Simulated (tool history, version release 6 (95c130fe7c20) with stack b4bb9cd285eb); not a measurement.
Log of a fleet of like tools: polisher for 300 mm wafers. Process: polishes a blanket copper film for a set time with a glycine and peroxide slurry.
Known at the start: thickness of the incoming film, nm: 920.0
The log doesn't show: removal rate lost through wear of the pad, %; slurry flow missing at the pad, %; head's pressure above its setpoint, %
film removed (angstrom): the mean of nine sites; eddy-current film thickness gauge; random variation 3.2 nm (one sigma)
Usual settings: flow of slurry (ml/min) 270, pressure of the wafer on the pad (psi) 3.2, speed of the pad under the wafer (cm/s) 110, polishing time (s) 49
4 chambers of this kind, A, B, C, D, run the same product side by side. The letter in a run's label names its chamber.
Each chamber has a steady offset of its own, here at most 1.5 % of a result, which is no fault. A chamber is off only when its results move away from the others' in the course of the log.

run     day  flow of slurry (ml/min)  pressure of the wafer on the pad (psi)  speed of the pad under the wafer (cm/s)  polishing time (s)  wafers polished on this pad  hours since the slurry nozzle was cleaned  hours since the head pressure was calibrated  film removed (angstrom)
 1A   0.304                      270                                     3.2                                      110                  49                         1049                                      615.9                                         487.6                   2734.0
      0.408  -- chamber A: worn pad replaced by a new one
 2D   0.675                      270                                     3.2                                      110                  49                          621                                      234.2                                         627.1                   2794.8
 3C   0.912                      270                                     3.2                                      110                  49                          531                                      261.7                                         799.5                   2809.5
 4B   1.229                      270                                     3.2                                      110                  49                          591                                      117.3                                          32.3                   2749.4
 5C   1.546                      270                                     3.2                                      110                  49                          710                                      276.9                                         814.7                   2881.3
 6A   1.854                      270                                     3.2                                      110                  49                          409                                      653.1                                         524.8                   2777.0
 7B   2.229                      270                                     3.2                                      110                  49                          874                                      141.3                                          56.3                   2774.4
      2.504  -- chamber C: worn pad replaced by a new one
 8D   2.654                      270                                     3.2                                      110                  49                         1181                                      281.7                                         674.6                   2807.9
 9A   3.029                      270                                     3.2                                      110                  49                          741                                      681.3                                         553.0                   2751.9
10B   3.392                      350                                     3.2                                      128                  49                         1203                                      169.2                                          84.2                   3224.9
      3.446  -- chamber B: worn pad replaced by a new one
      3.617  -- chamber D: head pressure recalibrated
      3.662  -- chamber A: slurry nozzle cleaned
11C   3.767                      350                                     3.2                                      128                  49                          357                                      330.2                                         868.0                   3330.9
      3.788  -- chamber A: worn pad replaced by a new one
12D   4.196                      350                                     3.2                                      128                  49                         1617                                      318.7                                          13.9                   3259.0
13A   4.521                      350                                     3.2                                      128                  49                          208                                       20.7                                         588.8                   3242.3
14B   4.875                      270                                     3.2                                      110                  49                          404                                      204.8                                         119.8                   2741.8
15C   5.267                      270                                     3.2                                      110                  49                          781                                      366.2                                         904.0                   2794.3
16D   5.600                      270                                     3.2                                      110                  49                         2014                                      352.4                                          47.6                   2784.5
17D   5.892                      220                                     3.2                                      110                  49                         2096                                      359.4                                          54.6                   2629.2
      6.200  -- chamber C: worn pad replaced by a new one
18C   6.292                      220                                     3.2                                      110                  49                           25                                      390.8                                         928.6                   2777.0
19A   6.504                      220                                     3.2                                      110                  49                          768                                       68.3                                         636.4                   2694.9
20B   6.833                      220                                     3.2                                      110                  49                          957                                      251.8                                         166.8                   2657.2
21D   7.054                      270                                     3.2                                      132                  49                         2425                                      387.3                                          82.5                   3120.3
      7.325  -- chamber A: worn pad replaced by a new one
22B   7.412                      270                                     3.2                                      132                  49                         1121                                      265.7                                         180.7                   3219.3
23C   7.662                      270                                     3.2                                      132                  49                          413                                      423.7                                         961.5                   3319.6
      7.692  -- chamber B: worn pad replaced by a new one
24A   8.050                      270                                     3.2                                      132                  49                          205                                      105.4                                         673.5                   3263.2
25D   8.467                      270                                     3.2                                      110                  49                         2824                                      421.2                                         116.4                   2533.8
26C   8.742                      270                                     3.2                                      110                  49                          718                                      449.6                                         987.4                   2784.9
27A   9.075                      270                                     3.2                                      110                  49                          495                                      130.0                                         698.1                   2752.5
28B   9.375                      270                                     3.2                                       80                  49                          476                                      312.8                                         227.8                   2129.1
29A   9.829                      270                                     3.2                                       80                  49                          708                                      148.1                                         716.2                   2124.7
     10.038  -- chamber C: worn pad replaced by a new one
30D  10.146                      270                                     3.2                                       80                  49                         3299                                      461.5                                         156.7                   1912.7
31B  10.462                      270                                     3.2                                       80                  49                          784                                      338.9                                         253.9                   2140.5
32C  10.812                      270                                     3.2                                      110                  49                          219                                      499.3                                        1037.1                   2749.1
     11.000  -- chamber A: worn pad replaced by a new one
33D  11.221                      270                                     3.2                                      110                  49                         3603                                      487.3                                         182.5                   2497.8
34A  11.675                      360                                     3.2                                      110                  49                          191                                      192.4                                         760.5                   2906.7

What goes on in this fleet: one chamber off, a drifting gauge, or nothing beyond the chambers' own small offsets? Name the chamber and the cause, if any.

Chamber D drifts away from the others.
Cause: removal rate lost through wear of the pad, % = 12.2.
The log may not tell that from: head's pressure below its setpoint, %.

Here are 4 candidates for chamber D's next run, each the usual settings with a change, their results left as question marks. Which one brings its results back in line with what the others give on the usual settings?
In line means no further than this from the other chambers' mean on the usual settings: film removed (angstrom) 110.0
35D-1  12.008                      270                                     3.2                                      106                  47                                                                                                                                              ?
35D-2  12.008                      270                                     3.3                                      112                  50                                                                                                                                              ?
35D-3  12.008                      270                                     3.7                                      110                  49                                                                                                                                              ?
35D-4  12.008                      270                                     2.7                                      110                  49                                                                                                                                              ?

The other chambers' mean on the usual settings: film removed (angstrom) 2787.9
  run  film removed (angstrom)
35D-1                   2259.6
35D-2                   2586.1
35D-3                   2758.6
35D-4                   2102.0
35D-3 brings the chamber back in line.
